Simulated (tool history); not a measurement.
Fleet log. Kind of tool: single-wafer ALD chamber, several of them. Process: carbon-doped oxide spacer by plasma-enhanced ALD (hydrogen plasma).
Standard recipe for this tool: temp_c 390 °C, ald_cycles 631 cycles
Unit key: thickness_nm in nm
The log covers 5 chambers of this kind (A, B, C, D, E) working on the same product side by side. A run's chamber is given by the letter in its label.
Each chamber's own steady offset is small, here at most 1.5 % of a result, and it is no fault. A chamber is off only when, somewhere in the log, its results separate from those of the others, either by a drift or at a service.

| run | day | temp_c | ald_cycles | read-back reference wafer on the same gauge, thickness_nm | thickness_nm |
|---|---|---|---|---|---|
| 1E | 0.196 | 390 | 631 | 29.397 | 31.072 |
| 2C | 0.329 | 390 | 631 | 29.394 | 31.339 |
| 3D | 0.525 | 390 | 631 | 29.417 | 31.619 |
| 4B | 0.679 | 390 | 631 | 29.371 | 31.618 |
| 5A | 0.875 | 390 | 631 | 29.404 | 31.445 |
| 6B | 1.025 | 390 | 631 | 29.362 | 31.26 |
| 7E | 1.192 | 390 | 631 | 29.364 | 30.75 |
| 8A | 1.288 | 390 | 631 | 29.417 | 31.904 |
| 9D | 1.462 | 378 | 753 | 29.41 | 37.316 |
| 10C | 1.662 | 378 | 753 | 29.384 | 37.571 |
| 11D | 1.796 | 378 | 753 | 29.432 | 37.729 |
| 12E | 2.004 | 378 | 753 | 29.444 | 37.451 |
| 13B | 2.167 | 378 | 753 | 29.419 | 37.798 |
| 14C | 2.292 | 390 | 631 | 29.359 | 31.462 |
| 15A | 2.425 | 390 | 631 | 29.392 | 31.482 |
| 16A | 2.546 | 390 | 631 | 29.409 | 31.794 |
| 17C | 2.717 | 402 | 552 | 29.381 | 27.521 |
| 18D | 2.867 | 402 | 552 | 29.441 | 27.385 |
| 19B | 2.996 | 402 | 552 | 29.358 | 27.359 |
| 20E | 3.175 | 402 | 552 | 29.377 | 27.093 |
| 21E | 3.333 | 402 | 552 | 29.413 | 27.284 |
| 22C | 3.458 | 390 | 631 | 29.406 | 31.293 |
| 23B | 3.575 | 390 | 631 | 29.393 | 31.509 |
| 24A | 3.7 | 390 | 631 | 29.408 | 31.729 |
| 25D | 3.842 | 390 | 631 | 29.381 | 31.42 |
| 26E | 4.058 | 390 | 631 | 29.412 | 31.487 |
| 27A | 4.158 | 390 | 631 | 29.383 | 31.716 |
| 28D | 4.308 | 390 | 631 | 29.379 | 31.621 |
| 29C | 4.454 | 390 | 631 | 29.397 | 31.568 |
| 30B | 4.646 | 390 | 631 | 29.377 | 31.586 |
| 31E | 4.808 | 390 | 631 | 29.406 | 31.263 |
| 32C | 4.946 | 390 | 631 | 29.359 | 31.411 |
| 33A | 5.096 | 395 | 631 | 29.397 | 31.611 |

The same settings go to every chamber for the next run, one line per chamber below. Forecast the results for each:
| 34A | 5.254 | 390 | 631 |  | ? |
| 34B | 5.254 | 390 | 631 |  | ? |
| 34C | 5.254 | 390 | 631 |  | ? |
| 34D | 5.254 | 390 | 631 |  | ? |
| 34E | 5.254 | 390 | 631 |  | ? |

| run | thickness_nm |
|---|---|
| 34A | 31.87 |
| 34B | 31.34 |
| 34C | 31.304 |
| 34D | 31.697 |
| 34E | 31.33 |
